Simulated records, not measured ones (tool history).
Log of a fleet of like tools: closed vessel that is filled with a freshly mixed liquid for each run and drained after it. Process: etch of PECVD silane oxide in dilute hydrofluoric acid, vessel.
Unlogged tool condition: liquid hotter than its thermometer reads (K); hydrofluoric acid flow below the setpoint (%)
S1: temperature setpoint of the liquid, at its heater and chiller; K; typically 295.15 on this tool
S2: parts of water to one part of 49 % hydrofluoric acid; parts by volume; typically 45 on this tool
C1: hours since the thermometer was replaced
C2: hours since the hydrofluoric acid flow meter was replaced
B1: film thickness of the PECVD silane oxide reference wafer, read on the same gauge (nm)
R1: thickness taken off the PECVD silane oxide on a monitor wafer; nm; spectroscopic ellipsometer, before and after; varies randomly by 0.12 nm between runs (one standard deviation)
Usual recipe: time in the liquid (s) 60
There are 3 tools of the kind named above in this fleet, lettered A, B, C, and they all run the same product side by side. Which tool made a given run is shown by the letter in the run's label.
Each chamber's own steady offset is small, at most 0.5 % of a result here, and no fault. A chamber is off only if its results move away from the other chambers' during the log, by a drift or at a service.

{"run": "1B", "hour": 2.7, "S1": 295.15, "S2": 45, "time in the liquid (s)": 60, "C1": 979.4, "C2": 963.5, "B1": 130.0, "R1": 22.203}
{"run": "2C", "hour": 6.8, "S1": 295.15, "S2": 45, "time in the liquid (s)": 60, "C1": 1180.4, "C2": 932.5, "B1": 130.0, "R1": 22.124}
{"run": "3A", "hour": 9.9, "S1": 295.15, "S2": 45, "time in the liquid (s)": 60, "C1": 1815.2, "C2": 1743.8, "B1": 129.99, "R1": 22.213}
{"run": "4A", "hour": 12.9, "S1": 295.15, "S2": 45, "time in the liquid (s)": 60, "C1": 1818.2, "C2": 1746.8, "B1": 130.0, "R1": 22.499}
{"run": "5C", "hour": 17.0, "S1": 295.15, "S2": 45, "time in the liquid (s)": 60, "C1": 1190.6, "C2": 942.7, "B1": 129.99, "R1": 22.217}
{"run": "6B", "hour": 20.0, "S1": 295.15, "S2": 45, "time in the liquid (s)": 60, "C1": 996.7, "C2": 980.8, "B1": 130.01, "R1": 22.168}
{"run": "7B", "hour": 23.2, "S1": 295.15, "S2": 45, "time in the liquid (s)": 60, "C1": 999.9, "C2": 984.0, "B1": 130.0, "R1": 22.375}
{"run": "8C", "hour": 27.1, "S1": 295.15, "S2": 45, "time in the liquid (s)": 60, "C1": 1200.7, "C2": 952.8, "B1": 130.01, "R1": 22.22}
{"run": "9A", "hour": 31.0, "S1": 295.15, "S2": 45, "time in the liquid (s)": 60, "C1": 1836.3, "C2": 1764.9, "B1": 130.0, "R1": 22.395}
{"run": "10A", "hour": 35.4, "S1": 295.15, "S2": 45, "time in the liquid (s)": 60, "C1": 1840.7, "C2": 1769.3, "B1": 130.0, "R1": 22.36}
{"run": "11C", "hour": 39.3, "S1": 295.15, "S2": 45, "time in the liquid (s)": 60, "C1": 1212.9, "C2": 965.0, "B1": 130.0, "R1": 22.171}
{"run": "12B", "hour": 42.5, "S1": 295.15, "S2": 45, "time in the liquid (s)": 60, "C1": 1019.2, "C2": 1003.3, "B1": 129.99, "R1": 22.197}
{"run": "13C", "hour": 47.0, "S1": 295.15, "S2": 45, "time in the liquid (s)": 60, "C1": 1220.6, "C2": 972.7, "B1": 129.99, "R1": 22.356}
{"run": "14A", "hour": 51.3, "S1": 295.15, "S2": 45, "time in the liquid (s)": 60, "C1": 1856.6, "C2": 1785.2, "B1": 130.0, "R1": 22.331}
{"run": "15B", "hour": 53.7, "S1": 295.15, "S2": 45, "time in the liquid (s)": 60, "C1": 1030.4, "C2": 1014.5, "B1": 129.97, "R1": 22.275}
{"run": "16C", "hour": 56.3, "S1": 295.15, "S2": 45, "time in the liquid (s)": 60, "C1": 1229.9, "C2": 982.0, "B1": 129.99, "R1": 22.124}
{"run": "17A", "hour": 59.9, "S1": 295.15, "S2": 45, "time in the liquid (s)": 60, "C1": 1865.2, "C2": 1793.8, "B1": 129.98, "R1": 22.338}
{"run": "18B", "hour": 62.6, "S1": 295.15, "S2": 45, "time in the liquid (s)": 60, "C1": 1039.3, "C2": 1023.4, "B1": 130.03, "R1": 22.289}
{"run": "19C", "hour": 65.3, "S1": 295.15, "S2": 45, "time in the liquid (s)": 60, "C1": 1238.9, "C2": 991.0, "B1": 130.01, "R1": 22.235}
{"run": "20B", "hour": 67.3, "S1": 295.15, "S2": 45, "time in the liquid (s)": 60, "C1": 1044.0, "C2": 1028.1, "B1": 130.0, "R1": 22.051}
{"run": "21A", "hour": 70.1, "S1": 295.15, "S2": 45, "time in the liquid (s)": 60, "C1": 1875.4, "C2": 1804.0, "B1": 129.98, "R1": 22.464}
{"run": "22B", "hour": 73.1, "S1": 295.15, "S2": 45, "time in the liquid (s)": 60, "C1": 1049.8, "C2": 1033.9, "B1": 130.0, "R1": 22.074}
{"run": "23C", "hour": 75.4, "S1": 295.15, "S2": 45, "time in the liquid (s)": 60, "C1": 1249.0, "C2": 1001.1, "B1": 129.99, "R1": 22.078}
{"run": "24A", "hour": 80.0, "S1": 295.15, "S2": 45, "time in the liquid (s)": 60, "C1": 1885.3, "C2": 1813.9, "B1": 129.98, "R1": 22.436}
{"run": "25C", "hour": 84.1, "S1": 295.15, "S2": 45, "time in the liquid (s)": 60, "C1": 1257.7, "C2": 1009.8, "B1": 130.03, "R1": 22.31}
{"run": "26A", "hour": 87.2, "S1": 295.15, "S2": 45, "time in the liquid (s)": 60, "C1": 1892.5, "C2": 1821.1, "B1": 130.01, "R1": 22.293}
{"run": "27B", "hour": 91.6, "S1": 295.15, "S2": 45, "time in the liquid (s)": 60, "C1": 1068.3, "C2": 1052.4, "B1": 130.0, "R1": 22.292}
{"run": "28C", "hour": 94.7, "S1": 295.15, "S2": 45, "time in the liquid (s)": 60, "C1": 1268.3, "C2": 1020.4, "B1": 129.99, "R1": 22.195}
{"run": "29A", "hour": 98.8, "S1": 295.15, "S2": 45, "time in the liquid (s)": 60, "C1": 1904.1, "C2": 1832.7, "B1": 130.03, "R1": 22.634}
{"run": "30B", "hour": 100.9, "S1": 295.15, "S2": 45, "time in the liquid (s)": 60, "C1": 1077.6, "C2": 1061.7, "B1": 129.99, "R1": 22.027}
{"run": "31A", "hour": 104.4, "S1": 295.15, "S2": 45, "time in the liquid (s)": 60, "C1": 1909.7, "C2": 1838.3, "B1": 129.98, "R1": 22.393}
{"run": "32C", "hour": 107.2, "S1": 298.15, "S2": 55, "time in the liquid (s)": 60, "C1": 1280.8, "C2": 1032.9, "B1": 130.02, "R1": 20.255}
{"run": "33B", "hour": 111.8, "S1": 298.15, "S2": 55, "time in the liquid (s)": 60, "C1": 1088.5, "C2": 1072.6, "B1": 129.97, "R1": 20.411}
{"run": "34C", "hour": 113.8, "S1": 298.15, "S2": 55, "time in the liquid (s)": 60, "C1": 1287.4, "C2": 1039.5, "B1": 130.0, "R1": 20.307}
{"run": "35A", "hour": 118.3, "S1": 295.15, "S2": 45, "time in the liquid (s)": 60, "C1": 1923.6, "C2": 1852.2, "B1": 129.99, "R1": 22.308}
{"run": "36B", "hour": 120.9, "S1": 295.15, "S2": 45, "time in the liquid (s)": 60, "C1": 1097.6, "C2": 1081.7, "B1": 129.99, "R1": 22.373}
{"run": "37B", "hour": 124.7, "S1": 295.15, "S2": 45, "time in the liquid (s)": 60, "C1": 1101.4, "C2": 1085.5, "B1": 130.02, "R1": 22.407}
{"run": "38C", "hour": 128.8, "S1": 295.15, "S2": 45, "time in the liquid (s)": 60, "C1": 1302.4, "C2": 1054.5, "B1": 130.01, "R1": 22.127}
{"run": "39A", "hour": 131.7, "S1": 295.15, "S2": 45, "time in the liquid (s)": 60, "C1": 1937.0, "C2": 1865.6, "B1": 130.01, "R1": 22.455}
{"run": "40A", "hour": 133.9, "S1": 295.15, "S2": 45, "time in the liquid (s)": 60, "C1": 1939.2, "C2": 1867.8, "B1": 129.99, "R1": 22.152}
{"run": "41B", "hour": 136.2, "S1": 295.15, "S2": 45, "time in the liquid (s)": 60, "C1": 1112.9, "C2": 1097.0, "B1": 129.97, "R1": 22.108}
{"run": "42C", "hour": 138.5, "S1": 295.15, "S2": 45, "time in the liquid (s)": 60, "C1": 1312.1, "C2": 1064.2, "B1": 130.02, "R1": 22.315}
{"run": "43B", "hour": 141.3, "S1": 295.15, "S2": 45, "time in the liquid (s)": 60, "C1": 1118.0, "C2": 1102.1, "B1": 129.99, "R1": 22.286}
{"run": "44C", "hour": 145.3, "S1": 299.65, "S2": 45, "time in the liquid (s)": 60, "C1": 1318.9, "C2": 1071.0, "B1": 130.01, "R1": 26.704}

All 3 chambers run these settings next. Forecast each chamber's results:
{"run": "45A", "hour": 148.6, "S1": 295.15, "S2": 45, "time in the liquid (s)": 60, "R1": "?"}
{"run": "45B", "hour": 148.6, "S1": 295.15, "S2": 45, "time in the liquid (s)": 60, "R1": "?"}
{"run": "45C", "hour": 148.6, "S1": 295.15, "S2": 45, "time in the liquid (s)": 60, "R1": "?"}

run=45A R1=22.400
run=45B R1=22.507
run=45C R1=22.269
